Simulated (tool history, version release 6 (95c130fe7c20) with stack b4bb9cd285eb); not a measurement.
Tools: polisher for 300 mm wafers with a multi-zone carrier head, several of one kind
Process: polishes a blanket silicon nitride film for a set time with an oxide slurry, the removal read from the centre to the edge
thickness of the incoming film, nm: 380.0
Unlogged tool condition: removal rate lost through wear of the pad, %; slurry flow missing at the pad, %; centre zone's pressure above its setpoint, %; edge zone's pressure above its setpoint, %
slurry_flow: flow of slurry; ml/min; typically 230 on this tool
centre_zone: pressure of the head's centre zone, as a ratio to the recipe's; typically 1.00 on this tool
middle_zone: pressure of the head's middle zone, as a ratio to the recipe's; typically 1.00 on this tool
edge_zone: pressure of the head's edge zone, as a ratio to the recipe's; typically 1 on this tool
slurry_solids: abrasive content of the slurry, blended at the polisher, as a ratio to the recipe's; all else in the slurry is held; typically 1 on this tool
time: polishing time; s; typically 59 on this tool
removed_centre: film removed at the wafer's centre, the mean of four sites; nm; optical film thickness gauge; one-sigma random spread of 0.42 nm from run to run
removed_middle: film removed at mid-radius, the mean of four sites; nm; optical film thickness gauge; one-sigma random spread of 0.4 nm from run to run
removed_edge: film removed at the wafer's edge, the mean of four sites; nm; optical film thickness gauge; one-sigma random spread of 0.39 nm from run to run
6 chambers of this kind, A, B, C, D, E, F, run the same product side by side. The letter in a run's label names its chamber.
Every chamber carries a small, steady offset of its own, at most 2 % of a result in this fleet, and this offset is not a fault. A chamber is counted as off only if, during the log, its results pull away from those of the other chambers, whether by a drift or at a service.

run	hour	slurry_flow	centre_zone	middle_zone	edge_zone	slurry_solids	time	wafers polished on this pad	hours since the slurry nozzle was cleaned	hours since the centre zone pressure was calibrated	hours since the edge zone pressure was calibrated	removed_centre	removed_middle	removed_edge
1D	4.0	230	1.00	1.00	1	1	59	278	337.8	245.3	1056.3	41.370	41.300	42.246
2E	7.5	230	1.00	1.00	1	1	59	938	501.9	202.5	334.1	41.473	41.362	41.027
3C	9.7	230	1.00	1.00	1	1	59	627	35.0	614.1	376.5	40.856	41.524	41.055
4F	11.6	230	1.00	1.00	1	1	59	483	435.1	335.3	693.4	40.803	41.580	40.660
# hour 12.4: chamber E: slurry nozzle cleaned
5B	15.6	230	1.00	1.00	1	1	59	549	460.5	603.6	469.6	42.199	41.700	41.568
# hour 16.7: chamber A: worn pad replaced by a new one
6A	19.0	230	1.00	1.00	1	1	59	31	191.8	1113.0	204.9	42.317	41.070	41.780
# hour 21.7: chamber C: worn pad replaced by a new one
7F	21.8	230	1.00	1.00	1	1	59	620	445.3	345.5	703.6	40.332	41.136	41.493
8C	24.7	230	1.00	1.00	1	1	59	40	50.0	629.1	391.5	41.832	41.572	41.366
9A	28.6	230	1.00	1.00	1	1	59	160	201.4	1122.6	214.5	42.158	41.999	42.017
10E	32.4	230	1.00	1.00	1	1	59	1272	20.0	227.4	359.0	42.900	42.119	42.167
11D	34.5	230	1.00	1.00	1	1	59	687	368.3	275.8	1086.8	41.198	41.554	42.157
# hour 38.0: chamber B: centre zone pressure recalibrated
12B	38.7	230	1.00	1.00	1	1	59	859	483.6	0.7	492.7	41.585	41.403	41.784
13D	41.2	230	1.00	1.00	1	1	59	777	375.0	282.5	1093.5	42.458	41.950	42.626
14B	43.3	230	1.00	1.00	1	1	59	921	488.2	5.3	497.3	42.132	41.486	41.867
# hour 43.4: chamber E: worn pad replaced by a new one
15A	46.1	230	1.00	1.00	1	1	59	395	218.9	1140.1	232.0	41.858	41.547	41.763
16E	48.6	230	1.00	1.00	1	1	59	71	36.2	243.6	375.2	41.957	41.213	41.199
# hour 50.5: chamber B: worn pad replaced by a new one
17C	52.6	230	1.00	1.00	1	1	59	415	77.9	657.0	419.4	41.628	42.383	41.404
# hour 54.7: chamber C: centre zone pressure recalibrated
18F	56.1	230	1.00	1.00	1	1	59	1080	479.6	379.8	737.9	40.985	41.315	41.518
19C	58.3	230	1.00	1.00	1	1	59	491	83.6	3.6	425.1	40.817	41.379	41.060
20B	62.1	230	1.00	1.00	1	1	59	156	507.0	24.1	516.1	41.846	42.652	41.632
21E	64.2	230	1.00	1.05	1	1	76	280	51.8	259.2	390.8	53.864	54.650	52.621
22A	66.5	230	1.00	1.05	1	1	76	669	239.3	1160.5	252.4	53.837	55.367	53.428
23D	69.7	230	1.00	1.05	1	1	76	1160	403.5	311.0	1122.0	51.933	54.537	53.012
24F	71.6	230	1.00	1.05	1	1	76	1288	495.1	395.3	753.4	51.696	54.587	53.316
# hour 72.0: chamber C: worn pad replaced by a new one
25B	74.3	230	1.00	1.05	1	1	76	320	519.2	36.3	528.3	52.994	56.557	52.944
26C	78.2	230	1.00	1.05	1	1	76	83	103.5	23.5	445.0	53.467	56.216	53.245
27F	80.5	230	1.00	1.00	1	1	59	1408	504.0	404.2	762.3	40.898	41.817	41.258
28E	83.7	230	1.00	1.00	1	1	59	541	71.3	278.7	410.3	41.448	41.025	42.057
29D	85.6	230	1.00	1.00	1	1	59	1373	419.4	326.9	1137.9	39.210	39.297	39.693
# hour 86.9: chamber A: worn pad replaced by a new one
30A	89.0	230	1.00	1.00	1	1	59	28	261.8	1183.0	274.9	42.381	41.368	41.322
31C	91.1	230	1.00	1.00	1	1	59	256	116.4	36.4	457.9	41.208	41.655	40.965
32F	93.3	305	0.93	1.00	1	1	59	1579	516.8	417.0	775.1	38.762	43.302	42.049
33B	96.3	305	0.93	1.00	1	1	59	615	541.2	58.3	550.3	39.622	43.573	42.234
# hour 96.5: chamber F: worn pad replaced by a new one
34E	99.7	305	0.93	1.00	1	1	59	756	87.3	294.7	426.3	40.407	42.176	43.600
35A	103.1	305	0.93	1.00	1	1	59	217	275.9	1197.1	289.0	40.174	41.666	42.669
36D	106.8	305	0.93	1.00	1	1	59	1657	440.6	348.1	1159.1	36.242	38.339	39.170
# hour 107.1: chamber D: edge zone pressure recalibrated
37D	109.7	305	0.93	1.00	1	1	59	1696	443.5	351.0	2.6	35.479	38.843	39.050
38E	112.7	230	1.00	1.00	1	1	59	930	100.3	307.7	439.3	41.677	42.056	41.329
39F	115.1	230	1.00	1.00	1	1	59	250	538.6	438.8	796.9	39.673	40.524	41.055
40A	118.8	230	1.00	1.00	1	1	59	428	291.6	1212.8	304.7	42.306	41.049	42.120
41C	122.4	230	1.00	1.00	1	1	59	676	147.7	67.7	489.2	41.519	41.539	40.980
42B	124.6	230	1.00	1.00	1	1	59	995	569.5	86.6	578.6	41.192	42.176	41.546

Is one chamber off against the others, does the gauge drift, or is nothing wrong? If a chamber is off, say which, and what the likeliest cause is.

Little by little, chamber D moves away from the other chambers.
Likeliest cause: removal rate lost through wear of the pad, % = 12.8.

Chamber D could run next with any of the 4 candidate recipes listed below; each alters the usual settings, and their results appear as question marks. Which one brings its results back in line with what the other chambers deliver on the usual settings?
In-line tolerance around the mean of the other chambers on the usual settings: removed_centre 1.500 nm; removed_middle 1.400 nm; removed_edge 1.300 nm
43D-1	127.6	240	1.02	1.03	0.99	1.05	72					?	?	?
43D-2	127.6	225	0.99	0.99	1.01	0.95	53					?	?	?
43D-3	127.6	225	0.98	0.97	1.01	0.95	48					?	?	?
43D-4	127.6	235	1.01	1.01	0.99	1.05	65					?	?	?

Usual-settings mean across the other chambers: removed_centre 41.422 nm; removed_middle 41.427 nm; removed_edge 41.396 nm
run	removed_centre	removed_middle	removed_edge
43D-1	46.409	46.829	45.706
43D-2	31.273	31.476	32.276
43D-3	28.006	27.979	29.240
43D-4	41.324	41.415	41.194
With 43D-4, the chamber falls back in line with the rest.

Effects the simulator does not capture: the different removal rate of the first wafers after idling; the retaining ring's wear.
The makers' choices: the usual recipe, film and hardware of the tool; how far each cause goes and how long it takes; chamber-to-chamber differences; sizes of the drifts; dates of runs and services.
